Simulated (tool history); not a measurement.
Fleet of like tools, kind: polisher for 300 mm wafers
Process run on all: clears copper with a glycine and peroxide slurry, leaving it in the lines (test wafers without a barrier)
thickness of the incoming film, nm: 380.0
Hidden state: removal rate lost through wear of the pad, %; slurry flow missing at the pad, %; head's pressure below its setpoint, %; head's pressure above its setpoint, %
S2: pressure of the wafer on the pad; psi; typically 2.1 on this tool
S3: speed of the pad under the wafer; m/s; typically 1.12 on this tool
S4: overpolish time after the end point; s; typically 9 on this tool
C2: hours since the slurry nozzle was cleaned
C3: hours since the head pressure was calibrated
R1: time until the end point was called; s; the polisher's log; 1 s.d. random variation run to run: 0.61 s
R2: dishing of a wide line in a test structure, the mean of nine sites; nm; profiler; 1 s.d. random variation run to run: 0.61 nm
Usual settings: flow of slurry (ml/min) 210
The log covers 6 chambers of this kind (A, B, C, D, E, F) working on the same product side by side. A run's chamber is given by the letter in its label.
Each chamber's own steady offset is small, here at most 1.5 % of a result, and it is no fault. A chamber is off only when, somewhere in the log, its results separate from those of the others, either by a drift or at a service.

{"run": "1D", "hour": 7.2, "flow of slurry (ml/min)": 210, "S2": 2.1, "S3": 1.12, "S4": 9, "wafers polished on this pad": 207, "C2": 650.9, "C3": 551.2, "R1": 70.91, "R2": 32.559}
{"run": "2C", "hour": 11.1, "flow of slurry (ml/min)": 210, "S2": 2.1, "S3": 1.12, "S4": 9, "wafers polished on this pad": 893, "C2": 397, "C3": 15.5, "R1": 70.13, "R2": 32.903}
{"hour": 15.3, "done": "chamber C: worn pad replaced by a new one"}
{"run": "3E", "hour": 18.3, "flow of slurry (ml/min)": 210, "S2": 2.1, "S3": 1.12, "S4": 9, "wafers polished on this pad": 608, "C2": 416.7, "C3": 488.3, "R1": 71.093, "R2": 31.905}
{"run": "4A", "hour": 21.7, "flow of slurry (ml/min)": 210, "S2": 2.1, "S3": 1.12, "S4": 9, "wafers polished on this pad": 457, "C2": 252.7, "C3": 264.6, "R1": 71.346, "R2": 32.086}
{"run": "5B", "hour": 29.5, "flow of slurry (ml/min)": 210, "S2": 2.1, "S3": 1.12, "S4": 9, "wafers polished on this pad": 1188, "C2": 632.1, "C3": 207.1, "R1": 71.06, "R2": 32.545}
{"run": "6F", "hour": 34.4, "flow of slurry (ml/min)": 210, "S2": 2.1, "S3": 1.12, "S4": 9, "wafers polished on this pad": 437, "C2": 320.9, "C3": 779, "R1": 70.978, "R2": 32.742}
{"run": "7C", "hour": 42.1, "flow of slurry (ml/min)": 210, "S2": 2.1, "S3": 1.12, "S4": 9, "wafers polished on this pad": 227, "C2": 428, "C3": 46.5, "R1": 70.736, "R2": 31.953}
{"hour": 45.4, "done": "chamber B: worn pad replaced by a new one"}
{"run": "8A", "hour": 49.5, "flow of slurry (ml/min)": 210, "S2": 2.1, "S3": 1.12, "S4": 9, "wafers polished on this pad": 692, "C2": 280.5, "C3": 292.4, "R1": 71.9, "R2": 32.69}
{"run": "9E", "hour": 53.8, "flow of slurry (ml/min)": 210, "S2": 2.1, "S3": 1.12, "S4": 9, "wafers polished on this pad": 908, "C2": 452.2, "C3": 523.8, "R1": 71.619, "R2": 31.505}
{"run": "10D", "hour": 57.7, "flow of slurry (ml/min)": 210, "S2": 1.5, "S3": 1.12, "S4": 11, "wafers polished on this pad": 634, "C2": 701.4, "C3": 601.7, "R1": 90.434, "R2": 31.317}
{"run": "11B", "hour": 63.5, "flow of slurry (ml/min)": 210, "S2": 1.5, "S3": 1.12, "S4": 11, "wafers polished on this pad": 153, "C2": 666.1, "C3": 241.1, "R1": 89.359, "R2": 31.662}
{"run": "12F", "hour": 68.3, "flow of slurry (ml/min)": 210, "S2": 1.5, "S3": 1.12, "S4": 11, "wafers polished on this pad": 723, "C2": 354.8, "C3": 812.9, "R1": 92.675, "R2": 31.062}
{"hour": 68.9, "done": "chamber E: worn pad replaced by a new one"}
{"hour": 72.8, "done": "chamber B: slurry nozzle cleaned"}
{"run": "13E", "hour": 75.4, "flow of slurry (ml/min)": 210, "S2": 1.5, "S3": 1.12, "S4": 11, "wafers polished on this pad": 54, "C2": 473.8, "C3": 545.4, "R1": 92.448, "R2": 29.537}
{"run": "14F", "hour": 82.8, "flow of slurry (ml/min)": 210, "S2": 1.5, "S3": 1.12, "S4": 11, "wafers polished on this pad": 846, "C2": 369.3, "C3": 827.4, "R1": 91.955, "R2": 30.719}
{"hour": 83.3, "done": "chamber D: worn pad replaced by a new one"}
{"hour": 84.0, "done": "chamber D: slurry nozzle cleaned"}
{"run": "15C", "hour": 90.4, "flow of slurry (ml/min)": 210, "S2": 1.5, "S3": 1.12, "S4": 11, "wafers polished on this pad": 635, "C2": 476.3, "C3": 94.8, "R1": 91.007, "R2": 31.411}
{"hour": 95.0, "done": "chamber A: worn pad replaced by a new one"}
{"run": "16B", "hour": 95.7, "flow of slurry (ml/min)": 210, "S2": 2.1, "S3": 1.12, "S4": 9, "wafers polished on this pad": 425, "C2": 23, "C3": 273.3, "R1": 69.781, "R2": 33.612}
{"hour": 100.1, "done": "chamber F: head pressure recalibrated"}
{"run": "17D", "hour": 101.7, "flow of slurry (ml/min)": 210, "S2": 2.1, "S3": 1.12, "S4": 9, "wafers polished on this pad": 155, "C2": 17.8, "C3": 645.7, "R1": 70.189, "R2": 32.152}
{"run": "18A", "hour": 108.4, "flow of slurry (ml/min)": 210, "S2": 2.1, "S3": 1.12, "S4": 9, "wafers polished on this pad": 113, "C2": 339.4, "C3": 351.3, "R1": 71.914, "R2": 32.736}
{"hour": 110.6, "done": "chamber F: worn pad replaced by a new one"}
{"hour": 113.2, "done": "chamber C: worn pad replaced by a new one"}
{"run": "19D", "hour": 116.0, "flow of slurry (ml/min)": 210, "S2": 2.1, "S3": 1.12, "S4": 9, "wafers polished on this pad": 276, "C2": 32.1, "C3": 660, "R1": 69.738, "R2": 33.816}
{"run": "20B", "hour": 122.9, "flow of slurry (ml/min)": 210, "S2": 2.1, "S3": 1.12, "S4": 9, "wafers polished on this pad": 655, "C2": 50.2, "C3": 300.5, "R1": 68.772, "R2": 33.685}
{"run": "21E", "hour": 129.5, "flow of slurry (ml/min)": 210, "S2": 2.1, "S3": 1.12, "S4": 9, "wafers polished on this pad": 512, "C2": 527.9, "C3": 599.5, "R1": 72.018, "R2": 32.512}
{"run": "22A", "hour": 136.4, "flow of slurry (ml/min)": 210, "S2": 2.1, "S3": 1.12, "S4": 9, "wafers polished on this pad": 350, "C2": 367.4, "C3": 379.3, "R1": 72.431, "R2": 32.542}
{"run": "23F", "hour": 142.4, "flow of slurry (ml/min)": 210, "S2": 2.1, "S3": 1.12, "S4": 9, "wafers polished on this pad": 269, "C2": 428.9, "C3": 42.3, "R1": 71.418, "R2": 32.896}
{"run": "24C", "hour": 149.0, "flow of slurry (ml/min)": 210, "S2": 2.1, "S3": 1.12, "S4": 9, "wafers polished on this pad": 303, "C2": 534.9, "C3": 153.4, "R1": 70.748, "R2": 33.488}
{"run": "25F", "hour": 152.5, "flow of slurry (ml/min)": 210, "S2": 2.1, "S3": 1.12, "S4": 9, "wafers polished on this pad": 354, "C2": 439, "C3": 52.4, "R1": 70.858, "R2": 32.01}
{"run": "26C", "hour": 159.9, "flow of slurry (ml/min)": 210, "S2": 2.1, "S3": 1.12, "S4": 9, "wafers polished on this pad": 395, "C2": 545.8, "C3": 164.3, "R1": 70.767, "R2": 32.829}
{"hour": 162.2, "done": "chamber E: head pressure recalibrated"}
{"hour": 164.6, "done": "chamber D: worn pad replaced by a new one"}
{"run": "27D", "hour": 164.9, "flow of slurry (ml/min)": 230, "S2": 2.1, "S3": 1.12, "S4": 4, "wafers polished on this pad": 2, "C2": 81, "C3": 708.9, "R1": 68.331, "R2": 16.169}
{"run": "28A", "hour": 172.2, "flow of slurry (ml/min)": 230, "S2": 2.1, "S3": 1.12, "S4": 4, "wafers polished on this pad": 653, "C2": 403.2, "C3": 415.1, "R1": 72.067, "R2": 15.498}
{"hour": 176.8, "done": "chamber F: slurry nozzle cleaned"}
{"run": "29B", "hour": 178.7, "flow of slurry (ml/min)": 230, "S2": 2.1, "S3": 1.12, "S4": 4, "wafers polished on this pad": 1127, "C2": 106, "C3": 356.3, "R1": 69.281, "R2": 16.755}
{"hour": 185.5, "done": "chamber B: worn pad replaced by a new one"}
{"run": "30E", "hour": 186.6, "flow of slurry (ml/min)": 230, "S2": 2.1, "S3": 1.12, "S4": 4, "wafers polished on this pad": 995, "C2": 585, "C3": 24.5, "R1": 69.311, "R2": 16.201}
{"hour": 190.2, "done": "chamber E: worn pad replaced by a new one"}
{"run": "31F", "hour": 192.2, "flow of slurry (ml/min)": 230, "S2": 2.1, "S3": 1.12, "S4": 4, "wafers polished on this pad": 690, "C2": 15.4, "C3": 92.1, "R1": 70.065, "R2": 16.584}
{"run": "32B", "hour": 199.1, "flow of slurry (ml/min)": 230, "S2": 2.1, "S3": 1.12, "S4": 4, "wafers polished on this pad": 115, "C2": 126.4, "C3": 376.7, "R1": 68.933, "R2": 16.581}
{"run": "33A", "hour": 203.8, "flow of slurry (ml/min)": 210, "S2": 2.1, "S3": 1.12, "S4": 9, "wafers polished on this pad": 920, "C2": 434.8, "C3": 446.7, "R1": 74.583, "R2": 31.416}
{"run": "34D", "hour": 209.3, "flow of slurry (ml/min)": 210, "S2": 2.1, "S3": 1.12, "S4": 9, "wafers polished on this pad": 378, "C2": 125.4, "C3": 753.3, "R1": 69.824, "R2": 32.637}
{"run": "35C", "hour": 212.7, "flow of slurry (ml/min)": 210, "S2": 2.4, "S3": 1.12, "S4": 9, "wafers polished on this pad": 841, "C2": 598.6, "C3": 217.1, "R1": 63.406, "R2": 36.846}
{"hour": 217.1, "done": "chamber C: worn pad replaced by a new one"}
{"run": "36E", "hour": 219.5, "flow of slurry (ml/min)": 210, "S2": 2.4, "S3": 1.12, "S4": 9, "wafers polished on this pad": 248, "C2": 617.9, "C3": 57.4, "R1": 63.632, "R2": 36.558}
{"run": "37E", "hour": 224.3, "flow of slurry (ml/min)": 210, "S2": 2.4, "S3": 1.12, "S4": 9, "wafers polished on this pad": 289, "C2": 622.7, "C3": 62.2, "R1": 63.215, "R2": 36.297}
{"run": "38D", "hour": 229.6, "flow of slurry (ml/min)": 210, "S2": 2.4, "S3": 1.12, "S4": 9, "wafers polished on this pad": 549, "C2": 145.7, "C3": 773.6, "R1": 62.489, "R2": 36.037}
{"run": "39A", "hour": 236.3, "flow of slurry (ml/min)": 210, "S2": 2.4, "S3": 1.12, "S4": 9, "wafers polished on this pad": 1195, "C2": 467.3, "C3": 479.2, "R1": 68.235, "R2": 34.434}
{"run": "40F", "hour": 241.1, "flow of slurry (ml/min)": 210, "S2": 2.4, "S3": 1.12, "S4": 9, "wafers polished on this pad": 1104, "C2": 64.3, "C3": 141, "R1": 64.09, "R2": 36.088}
{"run": "41C", "hour": 247.2, "flow of slurry (ml/min)": 175, "S2": 2.7, "S3": 1.12, "S4": 9, "wafers polished on this pad": 255, "C2": 633.1, "C3": 251.6, "R1": 58.727, "R2": 37.738}
{"run": "42B", "hour": 254.5, "flow of slurry (ml/min)": 175, "S2": 2.7, "S3": 1.12, "S4": 9, "wafers polished on this pad": 583, "C2": 181.8, "C3": 432.1, "R1": 57.313, "R2": 38.584}
{"run": "43C", "hour": 260.4, "flow of slurry (ml/min)": 175, "S2": 2.7, "S3": 1.12, "S4": 9, "wafers polished on this pad": 366, "C2": 646.3, "C3": 264.8, "R1": 59.224, "R2": 39.196}

For the next run the whole fleet of 6 chambers uses the same settings. Give each chamber's results:
{"run": "44A", "hour": 266.1, "flow of slurry (ml/min)": 210, "S2": 2.1, "S3": 1.12, "S4": 12, "R1": "?", "R2": "?"}
{"run": "44B", "hour": 266.1, "flow of slurry (ml/min)": 210, "S2": 2.1, "S3": 1.12, "S4": 12, "R1": "?", "R2": "?"}
{"run": "44C", "hour": 266.1, "flow of slurry (ml/min)": 210, "S2": 2.1, "S3": 1.12, "S4": 12, "R1": "?", "R2": "?"}
{"run": "44D", "hour": 266.1, "flow of slurry (ml/min)": 210, "S2": 2.1, "S3": 1.12, "S4": 12, "R1": "?", "R2": "?"}
{"run": "44E", "hour": 266.1, "flow of slurry (ml/min)": 210, "S2": 2.1, "S3": 1.12, "S4": 12, "R1": "?", "R2": "?"}
{"run": "44F", "hour": 266.1, "flow of slurry (ml/min)": 210, "S2": 2.1, "S3": 1.12, "S4": 12, "R1": "?", "R2": "?"}

run=44A R1=77.395 R2=39.511
run=44B R1=69.403 R2=42.849
run=44C R1=70.722 R2=41.654
run=44D R1=70.122 R2=41.381
run=44E R1=69.201 R2=42.365
run=44F R1=70.761 R2=42.967
